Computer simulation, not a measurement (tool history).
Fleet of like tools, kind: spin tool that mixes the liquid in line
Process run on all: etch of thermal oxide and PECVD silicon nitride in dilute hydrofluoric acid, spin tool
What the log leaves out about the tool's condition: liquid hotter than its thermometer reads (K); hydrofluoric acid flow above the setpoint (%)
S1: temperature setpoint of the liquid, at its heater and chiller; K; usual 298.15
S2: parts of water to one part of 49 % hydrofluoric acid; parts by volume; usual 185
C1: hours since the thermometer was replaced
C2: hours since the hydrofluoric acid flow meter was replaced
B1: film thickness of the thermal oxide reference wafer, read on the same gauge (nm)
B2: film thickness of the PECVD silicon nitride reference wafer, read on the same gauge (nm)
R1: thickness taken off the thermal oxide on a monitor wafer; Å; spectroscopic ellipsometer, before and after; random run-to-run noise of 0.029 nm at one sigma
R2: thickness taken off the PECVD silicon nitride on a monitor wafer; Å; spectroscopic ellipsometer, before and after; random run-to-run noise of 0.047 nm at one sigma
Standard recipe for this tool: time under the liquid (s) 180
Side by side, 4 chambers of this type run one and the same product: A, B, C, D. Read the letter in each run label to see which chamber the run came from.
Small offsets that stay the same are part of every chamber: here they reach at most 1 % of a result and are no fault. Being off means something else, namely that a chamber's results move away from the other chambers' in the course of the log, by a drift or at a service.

run 1A day=0.450 | S1=298.15 S2=185 time_under_the_liquid_(s)=180 | C1=144.7 C2=1608.6 | B1=139.99 B2=150.01 | R1=41.115 R2=59.340
run 2D day=0.692 | S1=298.15 S2=185 time_under_the_liquid_(s)=180 | C1=1225.5 C2=1975.3 | B1=139.99 B2=150.00 | R1=40.701 R2=59.908
run 3B day=1.100 | S1=298.15 S2=185 time_under_the_liquid_(s)=180 | C1=503.9 C2=1114.7 | B1=139.99 B2=149.98 | R1=40.088 R2=58.739
run 4C day=1.588 | S1=298.15 S2=185 time_under_the_liquid_(s)=180 | C1=728.2 C2=42.8 | B1=140.03 B2=149.97 | R1=40.977 R2=58.782
-- day=1.800 chamber D: hydrofluoric acid flow meter replaced
run 5D day=1.846 | S1=296.65 S2=270 time_under_the_liquid_(s)=180 | C1=1253.2 C2=1.1 | B1=140.00 B2=150.02 | R1=24.296 R2=37.535
run 6B day=2.267 | S1=296.65 S2=270 time_under_the_liquid_(s)=180 | C1=531.9 C2=1142.7 | B1=139.97 B2=149.99 | R1=24.336 R2=37.065
run 7C day=2.692 | S1=296.65 S2=270 time_under_the_liquid_(s)=180 | C1=754.7 C2=69.3 | B1=140.02 B2=149.98 | R1=24.635 R2=37.214
run 8A day=2.967 | S1=296.65 S2=270 time_under_the_liquid_(s)=180 | C1=205.1 C2=1669.0 | B1=140.02 B2=150.03 | R1=24.331 R2=37.491
run 9D day=3.333 | S1=298.15 S2=185 time_under_the_liquid_(s)=180 | C1=1288.9 C2=36.8 | B1=140.00 B2=150.04 | R1=40.615 R2=59.949
run 10B day=3.625 | S1=298.15 S2=185 time_under_the_liquid_(s)=180 | C1=564.5 C2=1175.3 | B1=140.00 B2=149.97 | R1=40.387 R2=58.702
run 11C day=4.171 | S1=298.15 S2=185 time_under_the_liquid_(s)=180 | C1=790.2 C2=104.8 | B1=140.00 B2=150.00 | R1=41.173 R2=59.218
run 12A day=4.583 | S1=298.15 S2=245 time_under_the_liquid_(s)=180 | C1=243.9 C2=1707.8 | B1=140.01 B2=150.02 | R1=28.956 R2=44.627
run 13C day=4.975 | S1=298.15 S2=245 time_under_the_liquid_(s)=180 | C1=809.5 C2=124.1 | B1=140.00 B2=150.02 | R1=28.946 R2=45.308
run 14B day=5.508 | S1=298.15 S2=245 time_under_the_liquid_(s)=180 | C1=609.7 C2=1220.5 | B1=139.99 B2=150.05 | R1=29.121 R2=44.564
run 15A day=5.967 | S1=298.15 S2=245 time_under_the_liquid_(s)=180 | C1=277.1 C2=1741.0 | B1=139.99 B2=150.00 | R1=29.398 R2=44.107
run 16D day=6.433 | S1=298.15 S2=185 time_under_the_liquid_(s)=180 | C1=1363.3 C2=111.2 | B1=140.00 B2=150.02 | R1=40.812 R2=59.981
run 17A day=6.708 | S1=298.15 S2=185 time_under_the_liquid_(s)=180 | C1=294.9 C2=1758.8 | B1=140.03 B2=149.99 | R1=41.399 R2=58.795
run 18C day=6.967 | S1=298.15 S2=185 time_under_the_liquid_(s)=180 | C1=857.3 C2=171.9 | B1=139.98 B2=150.05 | R1=40.775 R2=59.915
run 19B day=7.242 | S1=298.15 S2=185 time_under_the_liquid_(s)=180 | C1=651.3 C2=1262.1 | B1=139.98 B2=150.06 | R1=39.964 R2=58.704
run 20D day=7.646 | S1=298.15 S2=185 time_under_the_liquid_(s)=180 | C1=1392.4 C2=140.3 | B1=140.02 B2=150.02 | R1=40.616 R2=59.856
run 21D day=7.992 | S1=298.15 S2=185 time_under_the_liquid_(s)=180 | C1=1400.7 C2=148.6 | B1=139.98 B2=150.00 | R1=40.771 R2=59.614
run 22B day=8.262 | S1=298.15 S2=185 time_under_the_liquid_(s)=180 | C1=675.8 C2=1286.6 | B1=140.01 B2=150.00 | R1=40.753 R2=58.929
-- day=8.538 chamber D: thermometer replaced
run 23C day=8.654 | S1=302.65 S2=110 time_under_the_liquid_(s)=180 | C1=897.8 C2=212.4 | B1=139.98 B2=149.98 | R1=88.068 R2=130.820
run 24A day=9.196 | S1=302.65 S2=110 time_under_the_liquid_(s)=180 | C1=354.6 C2=1818.5 | B1=140.00 B2=150.01 | R1=89.456 R2=130.040
-- day=9.296 chamber C: thermometer replaced
run 25A day=9.754 | S1=302.65 S2=110 time_under_the_liquid_(s)=180 | C1=368.0 C2=1831.9 | B1=140.00 B2=150.03 | R1=88.934 R2=130.590
run 26D day=9.996 | S1=302.65 S2=110 time_under_the_liquid_(s)=180 | C1=35.0 C2=196.7 | B1=140.02 B2=150.00 | R1=88.640 R2=135.030
run 27B day=10.304 | S1=298.15 S2=185 time_under_the_liquid_(s)=180 | C1=724.8 C2=1335.6 | B1=139.99 B2=149.97 | R1=41.010 R2=58.702
run 28C day=10.754 | S1=298.15 S2=185 time_under_the_liquid_(s)=180 | C1=35.0 C2=262.8 | B1=139.99 B2=149.99 | R1=40.488 R2=58.726
run 29D day=11.017 | S1=298.15 S2=185 time_under_the_liquid_(s)=180 | C1=59.5 C2=221.2 | B1=140.00 B2=150.01 | R1=40.815 R2=59.690
run 30C day=11.454 | S1=298.15 S2=185 time_under_the_liquid_(s)=180 | C1=51.8 C2=279.6 | B1=139.99 B2=149.98 | R1=40.585 R2=58.943
run 31A day=12.012 | S1=298.15 S2=185 time_under_the_liquid_(s)=180 | C1=422.2 C2=1886.1 | B1=140.01 B2=150.01 | R1=40.729 R2=58.870
run 32B day=12.329 | S1=298.15 S2=185 time_under_the_liquid_(s)=180 | C1=773.4 C2=1384.2 | B1=139.99 B2=149.99 | R1=41.393 R2=59.012
run 33D day=12.846 | S1=298.15 S2=185 time_under_the_liquid_(s)=180 | C1=103.4 C2=265.1 | B1=139.99 B2=150.01 | R1=40.659 R2=60.069
run 34A day=13.296 | S1=301.65 S2=185 time_under_the_liquid_(s)=265 | C1=453.0 C2=1916.9 | B1=139.99 B2=149.97 | R1=68.321 R2=107.850
run 35B day=13.692 | S1=301.65 S2=185 time_under_the_liquid_(s)=265 | C1=806.1 C2=1416.9 | B1=140.00 B2=150.05 | R1=67.902 R2=106.760

Read the log: is a single chamber off, either drifting away or since a service, is the gauge that measures every chamber drifting, or is nothing wrong beyond small per-chamber offsets? Name any odd chamber and what most likely caused it.

The fleet is healthy, with each chamber sitting at its usual small offset and no drift in the gauge.
